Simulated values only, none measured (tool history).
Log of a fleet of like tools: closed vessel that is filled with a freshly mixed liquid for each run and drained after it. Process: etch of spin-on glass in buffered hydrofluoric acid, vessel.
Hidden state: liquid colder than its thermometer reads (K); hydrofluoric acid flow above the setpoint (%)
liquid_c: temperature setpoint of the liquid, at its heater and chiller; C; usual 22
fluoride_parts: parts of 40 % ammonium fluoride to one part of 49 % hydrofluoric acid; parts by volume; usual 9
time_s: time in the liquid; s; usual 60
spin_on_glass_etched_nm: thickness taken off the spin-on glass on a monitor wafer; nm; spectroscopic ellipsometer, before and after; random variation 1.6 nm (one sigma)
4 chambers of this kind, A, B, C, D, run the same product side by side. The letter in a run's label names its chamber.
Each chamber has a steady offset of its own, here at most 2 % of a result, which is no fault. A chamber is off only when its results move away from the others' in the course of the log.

run     day  liquid_c  fluoride_parts  time_s  hours since the thermometer was replaced  hours since the hydrofluoric acid flow meter was replaced  read-back film thickness of the spin-on glass reference wafer, read on the same gauge (nm)  spin_on_glass_etched_nm
 1C   0.333        22               9      60                                      87.7                                                      743.2                                                                                      99.989                   202.61
 2D   0.642        22               9      60                                      2066                                                      515.4                                                                                      100.04                   209.49
 3B    1.05        22               9      60                                    1687.5                                                        640                                                                                      99.996                   204.99
 4A   1.308        22               9      60                                     540.7                                                     1106.5                                                                                         100                   208.27
 5B   1.721        20               9      50                                    1703.6                                                      656.1                                                                                      100.01                   155.09
      2.071  -- chamber D: thermometer replaced
 6D   2.167        20               9      50                                       2.4                                                        552                                                                                      100.01                   154.06
 7C   2.596        20               9      50                                       142                                                      797.5                                                                                      100.01                   152.81
 8A   2.896        20               9      50                                     578.8                                                     1144.6                                                                                      100.02                      156
 9D   3.146        22               9      60                                      25.9                                                      575.5                                                                                      99.976                   207.54
10C   3.438        22               9      60                                     162.2                                                      817.7                                                                                         100                      203
11A   3.696        22               9      60                                       598                                                     1163.8                                                                                      99.953                   208.86
12B   4.062        22               9      60                                    1759.8                                                      712.3                                                                                      99.989                    207.9
13C   4.304        22               9      60                                       183                                                      838.5                                                                                      99.996                    203.5
14A     4.6        22               9      60                                     619.7                                                     1185.5                                                                                      100.02                   210.27
15B   5.083        22               9      60                                    1784.3                                                      736.8                                                                                      99.986                   214.74
16D   5.375        22               9      60                                      79.4                                                        629                                                                                      99.965                   206.95
17B   5.625        22               9      60                                    1797.3                                                      749.8                                                                                      100.01                   213.22
      5.888  -- chamber B: thermometer replaced
18A   5.946        22               9      60                                       652                                                     1217.8                                                                                      99.974                   207.23
19D   6.442        22               9      60                                       105                                                      654.6                                                                                      100.01                   207.75
20C   6.792        22               9      60                                     242.7                                                      898.2                                                                                      100.02                   203.18
21B   7.179        22               9      60                                        31                                                      787.1                                                                                         100                   214.72
22C   7.512        22               9      60                                       260                                                      915.5                                                                                         100                   203.72
23D   7.779        22               9      60                                     137.1                                                      686.7                                                                                      100.03                   207.99
24A   8.208        22               9      60                                     706.3                                                     1272.1                                                                                      100.05                   207.49
25B   8.683        22               9      80                                      67.1                                                      823.2                                                                                      100.02                   293.13
26D   9.058        22               9      80                                     167.8                                                      717.4                                                                                      99.961                   276.01
27A   9.412        22               9      80                                     735.2                                                       1301                                                                                      100.01                   275.91
28C   9.762        22               9      80                                       314                                                      969.5                                                                                      100.01                   274.13
29C   9.996        22               9      60                                     319.6                                                      975.1                                                                                      99.987                   202.51
30A  10.479        22               9      60                                     760.8                                                     1326.6                                                                                      99.972                   208.56
31D  10.842        22               9      60                                     210.6                                                      760.2                                                                                      99.992                   210.89
32B  11.183        22               9      60                                     127.1                                                      883.2                                                                                      99.985                   219.28
33B    11.4        22               9      60                                     132.3                                                      888.4                                                                                      99.962                   225.01
34A  11.779        22               9      60                                       792                                                     1357.8                                                                                      100.01                   207.11
35C      12        22               9      60                                     367.7                                                     1023.2                                                                                      100.03                   206.66
36D  12.338        22               9      60                                     246.5                                                      796.1                                                                                      100.03                   209.73
37B  12.696        22               9      60                                     163.4                                                      919.5                                                                                         100                   224.67
38D    13.1        22               9      60                                     264.8                                                      814.4                                                                                      100.01                   209.89
39A  13.358        22               9      60                                     829.9                                                     1395.7                                                                                      100.01                    208.8
40C  13.696        22               9      35                                     408.4                                                     1063.9                                                                                      100.03                    119.7
41C  13.962        22               9      35                                     414.8                                                     1070.3                                                                                      100.02                    118.7
42D  14.254        22               9      35                                     292.5                                                      842.1                                                                                      99.996                   123.42

All 4 chambers run these settings next. Forecast each chamber's results:
43A  14.612        22               9      60                                                                                                                                                                                                                         ?
43B  14.612        22               9      60                                                                                                                                                                                                                         ?
43C  14.612        22               9      60                                                                                                                                                                                                                         ?
43D  14.612        22               9      60                                                                                                                                                                                                                         ?

run  spin_on_glass_etched_nm
43A                   210.36
43B                   226.92
43C                   208.15
43D                   206.78

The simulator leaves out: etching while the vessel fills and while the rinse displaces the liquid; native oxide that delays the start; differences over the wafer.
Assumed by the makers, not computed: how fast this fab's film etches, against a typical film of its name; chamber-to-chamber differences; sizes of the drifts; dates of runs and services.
